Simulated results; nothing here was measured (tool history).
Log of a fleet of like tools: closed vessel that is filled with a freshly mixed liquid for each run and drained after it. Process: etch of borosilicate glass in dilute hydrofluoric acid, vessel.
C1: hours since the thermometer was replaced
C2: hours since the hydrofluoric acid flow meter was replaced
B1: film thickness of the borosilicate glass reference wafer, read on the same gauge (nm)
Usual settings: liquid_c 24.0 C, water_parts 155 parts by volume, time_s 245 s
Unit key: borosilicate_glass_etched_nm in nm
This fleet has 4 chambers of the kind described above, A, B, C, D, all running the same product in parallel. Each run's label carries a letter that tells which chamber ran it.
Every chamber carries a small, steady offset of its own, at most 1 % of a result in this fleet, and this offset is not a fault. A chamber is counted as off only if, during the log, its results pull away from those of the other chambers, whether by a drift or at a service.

Run 1A, hour 7.9: usual settings; C1 605.1; C2 491.7; B1 129.99. Result: borosilicate_glass_etched_nm 32.938 nm.
Run 2D, hour 14.4: usual settings; C1 457.0; C2 570.1; B1 130.00. Result: borosilicate_glass_etched_nm 33.237 nm.
Run 3C, hour 18.8: usual settings; C1 880.5; C2 189.7; B1 129.99. Result: borosilicate_glass_etched_nm 33.172 nm.
Run 4B, hour 24.5: usual settings; C1 795.8; C2 522.1; B1 129.99. Result: borosilicate_glass_etched_nm 32.398 nm.
Run 5B, hour 32.9: usual settings; C1 804.2; C2 530.5; B1 130.01. Result: borosilicate_glass_etched_nm 33.041 nm.
Run 6C, hour 41.1: usual settings but water_parts 200 parts by volume, time_s 300 s; C1 902.8; C2 212.0; B1 130.00. Result: borosilicate_glass_etched_nm 30.222 nm.
Run 7D, hour 49.4: usual settings but water_parts 200 parts by volume, time_s 300 s; C1 492.0; C2 605.1; B1 130.01. Result: borosilicate_glass_etched_nm 29.581 nm.
Run 8A, hour 53.9: usual settings but water_parts 200 parts by volume, time_s 300 s; C1 651.1; C2 537.7; B1 130.00. Result: borosilicate_glass_etched_nm 30.043 nm.
Run 9A, hour 58.2: usual settings but water_parts 200 parts by volume, time_s 300 s; C1 655.4; C2 542.0; B1 130.00. Result: borosilicate_glass_etched_nm 29.709 nm.
At hour 61.1: chamber D: hydrofluoric acid flow meter replaced.
Run 10C, hour 66.4: usual settings but liquid_c 26.5 C, water_parts 85 parts by volume; C1 928.1; C2 237.3; B1 129.97. Result: borosilicate_glass_etched_nm 71.315 nm.
Run 11B, hour 72.7: usual settings but liquid_c 26.5 C, water_parts 85 parts by volume; C1 844.0; C2 570.3; B1 130.00. Result: borosilicate_glass_etched_nm 72.968 nm.
Run 12D, hour 80.7: usual settings but liquid_c 26.5 C, water_parts 85 parts by volume; C1 523.3; C2 19.7; B1 130.02. Result: borosilicate_glass_etched_nm 70.004 nm.
Run 13D, hour 84.5: usual settings but liquid_c 26.5 C, water_parts 85 parts by volume; C1 527.1; C2 23.5; B1 130.00. Result: borosilicate_glass_etched_nm 71.427 nm.
Run 14A, hour 91.6: usual settings; C1 688.8; C2 575.4; B1 130.03. Result: borosilicate_glass_etched_nm 33.337 nm.
Run 15B, hour 97.6: usual settings; C1 868.9; C2 595.2; B1 130.02. Result: borosilicate_glass_etched_nm 32.389 nm.
Run 16C, hour 102.0: usual settings but liquid_c 28.0 C, time_s 105 s; C1 963.7; C2 272.9; B1 129.98. Result: borosilicate_glass_etched_nm 16.396 nm.
Run 17A, hour 107.6: usual settings but liquid_c 28.0 C, time_s 105 s; C1 704.8; C2 591.4; B1 130.00. Result: borosilicate_glass_etched_nm 16.534 nm.
Run 18B, hour 113.6: usual settings but liquid_c 28.0 C, time_s 105 s; C1 884.9; C2 611.2; B1 130.02. Result: borosilicate_glass_etched_nm 16.319 nm.
Run 19D, hour 121.9: usual settings but liquid_c 28.0 C, time_s 105 s; C1 564.5; C2 60.9; B1 130.01. Result: borosilicate_glass_etched_nm 15.957 nm.
Run 20C, hour 128.5: usual settings; C1 990.2; C2 299.4; B1 130.00. Result: borosilicate_glass_etched_nm 33.310 nm.
Run 21C, hour 136.2: usual settings; C1 997.9; C2 307.1; B1 130.00. Result: borosilicate_glass_etched_nm 33.444 nm.
Run 22A, hour 141.1: usual settings; C1 738.3; C2 624.9; B1 130.01. Result: borosilicate_glass_etched_nm 33.332 nm.
Run 23D, hour 146.0: usual settings; C1 588.6; C2 85.0; B1 130.00. Result: borosilicate_glass_etched_nm 32.043 nm.
Run 24B, hour 151.1: usual settings; C1 922.4; C2 648.7; B1 130.00. Result: borosilicate_glass_etched_nm 33.010 nm.
Run 25B, hour 157.3: usual settings; C1 928.6; C2 654.9; B1 129.99. Result: borosilicate_glass_etched_nm 32.456 nm.
At hour 157.7: chamber B: hydrofluoric acid flow meter replaced.
Run 26D, hour 163.6: usual settings; C1 606.2; C2 102.6; B1 130.00. Result: borosilicate_glass_etched_nm 31.502 nm.
Run 27A, hour 172.0: usual settings; C1 769.2; C2 655.8; B1 130.00. Result: borosilicate_glass_etched_nm 32.772 nm.
Run 28C, hour 176.4: usual settings; C1 1038.1; C2 347.3; B1 129.99. Result: borosilicate_glass_etched_nm 33.122 nm.
Run 29B, hour 184.1: usual settings; C1 955.4; C2 26.5; B1 130.01. Result: borosilicate_glass_etched_nm 32.810 nm.
Run 30C, hour 189.8: usual settings; C1 1051.5; C2 360.7; B1 130.01. Result: borosilicate_glass_etched_nm 33.466 nm.
Run 31A, hour 194.5: usual settings; C1 791.7; C2 678.3; B1 130.01. Result: borosilicate_glass_etched_nm 33.150 nm.
Run 32D, hour 198.9: usual settings; C1 641.5; C2 137.9; B1 130.00. Result: borosilicate_glass_etched_nm 30.872 nm.
Run 33C, hour 207.1: usual settings; C1 1068.8; C2 378.0; B1 129.99. Result: borosilicate_glass_etched_nm 33.464 nm.
Run 34A, hour 213.7: usual settings but liquid_c 27.5 C, time_s 120 s; C1 810.9; C2 697.5; B1 130.00. Result: borosilicate_glass_etched_nm 18.464 nm.
Run 35B, hour 218.9: usual settings but liquid_c 27.5 C, time_s 120 s; C1 990.2; C2 61.3; B1 129.99. Result: borosilicate_glass_etched_nm 18.422 nm.

Decide between three cases: one chamber stands off from its peers, the gauge reading all wafers drifts, or nothing is wrong past each chamber's small offset. Where a chamber is off, say which and what most likely put it there.

One chamber, D, drifts off from the rest bit by bit.
What lies behind it: liquid colder than its thermometer reads (K) = 1.88.

Here are 4 candidates for chamber D's next run, each the usual settings with a change, their results left as question marks. Which one brings its results back in line with what the others give on the usual settings?
Maximum distance from the other chambers' mean on the usual settings for a result to count as in line: borosilicate_glass_etched_nm 0.880 nm
Run 36D-1, hour 225.1: usual settings but time_s 250 s. Result: borosilicate_glass_etched_nm ?.
Run 36D-2, hour 225.1: usual settings but time_s 240 s. Result: borosilicate_glass_etched_nm ?.
Run 36D-3, hour 225.1: usual settings but water_parts 165 parts by volume. Result: borosilicate_glass_etched_nm ?.
Run 36D-4, hour 225.1: usual settings but water_parts 150 parts by volume, time_s 255 s. Result: borosilicate_glass_etched_nm ?.

On the usual settings, the other chambers give on average: borosilicate_glass_etched_nm 33.098 nm
  run  borosilicate_glass_etched_nm
36D-1                        31.317
36D-2                        30.064
36D-3                        28.549
36D-4                        33.169
36D-4 puts the chamber back in line with the other chambers.

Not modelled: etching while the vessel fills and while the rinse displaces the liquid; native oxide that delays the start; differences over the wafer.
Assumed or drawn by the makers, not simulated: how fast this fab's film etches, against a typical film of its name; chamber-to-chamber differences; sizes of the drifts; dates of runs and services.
